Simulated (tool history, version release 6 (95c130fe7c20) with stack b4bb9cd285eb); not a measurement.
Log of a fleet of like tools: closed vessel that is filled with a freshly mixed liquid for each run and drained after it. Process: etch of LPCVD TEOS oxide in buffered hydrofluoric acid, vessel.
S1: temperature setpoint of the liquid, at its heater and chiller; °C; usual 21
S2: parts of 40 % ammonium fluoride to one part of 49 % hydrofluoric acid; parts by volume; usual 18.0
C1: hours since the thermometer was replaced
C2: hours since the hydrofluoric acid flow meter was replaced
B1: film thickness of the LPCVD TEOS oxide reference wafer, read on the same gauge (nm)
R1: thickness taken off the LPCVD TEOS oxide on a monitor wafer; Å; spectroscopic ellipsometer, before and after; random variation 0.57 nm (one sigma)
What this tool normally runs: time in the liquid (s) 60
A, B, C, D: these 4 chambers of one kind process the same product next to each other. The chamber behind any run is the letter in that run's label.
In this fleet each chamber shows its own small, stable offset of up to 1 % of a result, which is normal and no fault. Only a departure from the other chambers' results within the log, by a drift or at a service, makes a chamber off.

run 1D hour=5.9 | S1=21 S2=18.0 time_in_the_liquid_(s)=60 | C1=1054.0 C2=991.6 | B1=119.99 | R1=762.37
run 2B hour=16.3 | S1=21 S2=18.0 time_in_the_liquid_(s)=60 | C1=445.1 C2=2464.4 | B1=120.01 | R1=748.56
run 3C hour=23.0 | S1=21 S2=18.0 time_in_the_liquid_(s)=60 | C1=571.1 C2=152.6 | B1=120.00 | R1=739.44
run 4A hour=28.5 | S1=21 S2=18.0 time_in_the_liquid_(s)=60 | C1=804.0 C2=43.8 | B1=120.00 | R1=757.49
run 5C hour=39.1 | S1=21 S2=18.0 time_in_the_liquid_(s)=60 | C1=587.2 C2=168.7 | B1=119.98 | R1=747.77
run 6A hour=46.8 | S1=21 S2=18.0 time_in_the_liquid_(s)=60 | C1=822.3 C2=62.1 | B1=120.02 | R1=757.71
run 7B hour=53.5 | S1=21 S2=18.0 time_in_the_liquid_(s)=60 | C1=482.3 C2=2501.6 | B1=119.99 | R1=753.55
run 8D hour=58.6 | S1=21 S2=18.0 time_in_the_liquid_(s)=60 | C1=1106.7 C2=1044.3 | B1=119.99 | R1=756.94
run 9D hour=65.6 | S1=21 S2=18.0 time_in_the_liquid_(s)=60 | C1=1113.7 C2=1051.3 | B1=119.99 | R1=758.14
run 10A hour=71.9 | S1=21 S2=18.0 time_in_the_liquid_(s)=30 | C1=847.4 C2=87.2 | B1=120.03 | R1=378.40
run 11B hour=78.1 | S1=21 S2=18.0 time_in_the_liquid_(s)=30 | C1=506.9 C2=2526.2 | B1=119.99 | R1=375.62
run 12C hour=84.2 | S1=21 S2=18.0 time_in_the_liquid_(s)=30 | C1=632.3 C2=213.8 | B1=120.01 | R1=369.41
run 13A hour=92.7 | S1=21 S2=18.0 time_in_the_liquid_(s)=30 | C1=868.2 C2=108.0 | B1=120.00 | R1=379.47
run 14C hour=98.8 | S1=21 S2=18.0 time_in_the_liquid_(s)=60 | C1=646.9 C2=228.4 | B1=120.01 | R1=739.04
run 15B hour=105.7 | S1=21 S2=18.0 time_in_the_liquid_(s)=60 | C1=534.5 C2=2553.8 | B1=119.99 | R1=756.60
run 16D hour=111.9 | S1=21 S2=18.0 time_in_the_liquid_(s)=60 | C1=1160.0 C2=1097.6 | B1=120.00 | R1=770.56
run 17B hour=121.0 | S1=21 S2=18.0 time_in_the_liquid_(s)=60 | C1=549.8 C2=2569.1 | B1=120.03 | R1=750.82
run 18C hour=129.6 | S1=21 S2=18.0 time_in_the_liquid_(s)=60 | C1=677.7 C2=259.2 | B1=120.01 | R1=745.53
-- hour=129.8 chamber B: hydrofluoric acid flow meter replaced
run 19D hour=138.7 | S1=21 S2=18.0 time_in_the_liquid_(s)=60 | C1=1186.8 C2=1124.4 | B1=120.00 | R1=763.50
run 20A hour=146.1 | S1=21 S2=18.0 time_in_the_liquid_(s)=60 | C1=921.6 C2=161.4 | B1=120.01 | R1=763.48
run 21C hour=154.7 | S1=21 S2=18.0 time_in_the_liquid_(s)=60 | C1=702.8 C2=284.3 | B1=120.01 | R1=761.95
run 22B hour=160.5 | S1=17 S2=11.5 time_in_the_liquid_(s)=60 | C1=589.3 C2=30.8 | B1=120.00 | R1=945.02
run 23A hour=168.7 | S1=17 S2=11.5 time_in_the_liquid_(s)=60 | C1=944.2 C2=184.0 | B1=119.98 | R1=942.42
-- hour=168.9 chamber D: hydrofluoric acid flow meter replaced
run 24D hour=176.5 | S1=17 S2=11.5 time_in_the_liquid_(s)=60 | C1=1224.6 C2=7.7 | B1=120.01 | R1=963.45
run 25A hour=184.2 | S1=17 S2=11.5 time_in_the_liquid_(s)=60 | C1=959.7 C2=199.5 | B1=120.01 | R1=944.97
run 26D hour=190.9 | S1=21 S2=18.0 time_in_the_liquid_(s)=60 | C1=1239.0 C2=22.1 | B1=120.00 | R1=770.24
run 27B hour=199.6 | S1=21 S2=15.5 time_in_the_liquid_(s)=60 | C1=628.4 C2=69.9 | B1=119.97 | R1=876.31
run 28C hour=205.6 | S1=21 S2=15.5 time_in_the_liquid_(s)=60 | C1=753.7 C2=335.2 | B1=120.01 | R1=866.68
run 29D hour=215.1 | S1=21 S2=15.5 time_in_the_liquid_(s)=60 | C1=1263.2 C2=46.3 | B1=120.01 | R1=882.83
run 30A hour=222.0 | S1=21 S2=15.5 time_in_the_liquid_(s)=60 | C1=997.5 C2=237.3 | B1=120.00 | R1=881.17
run 31C hour=228.1 | S1=21 S2=18.0 time_in_the_liquid_(s)=60 | C1=776.2 C2=357.7 | B1=119.98 | R1=748.29
run 32B hour=236.9 | S1=21 S2=18.0 time_in_the_liquid_(s)=60 | C1=665.7 C2=107.2 | B1=120.00 | R1=760.42

Has any chamber moved away from the others, gradually or after a service, or does the common gauge drift, or do the chambers differ only by their own small steady offsets? State the chamber and the most likely cause if one applies.

Neither any chamber nor the gauge drifts; the chambers differ only by their own small, steady offsets.
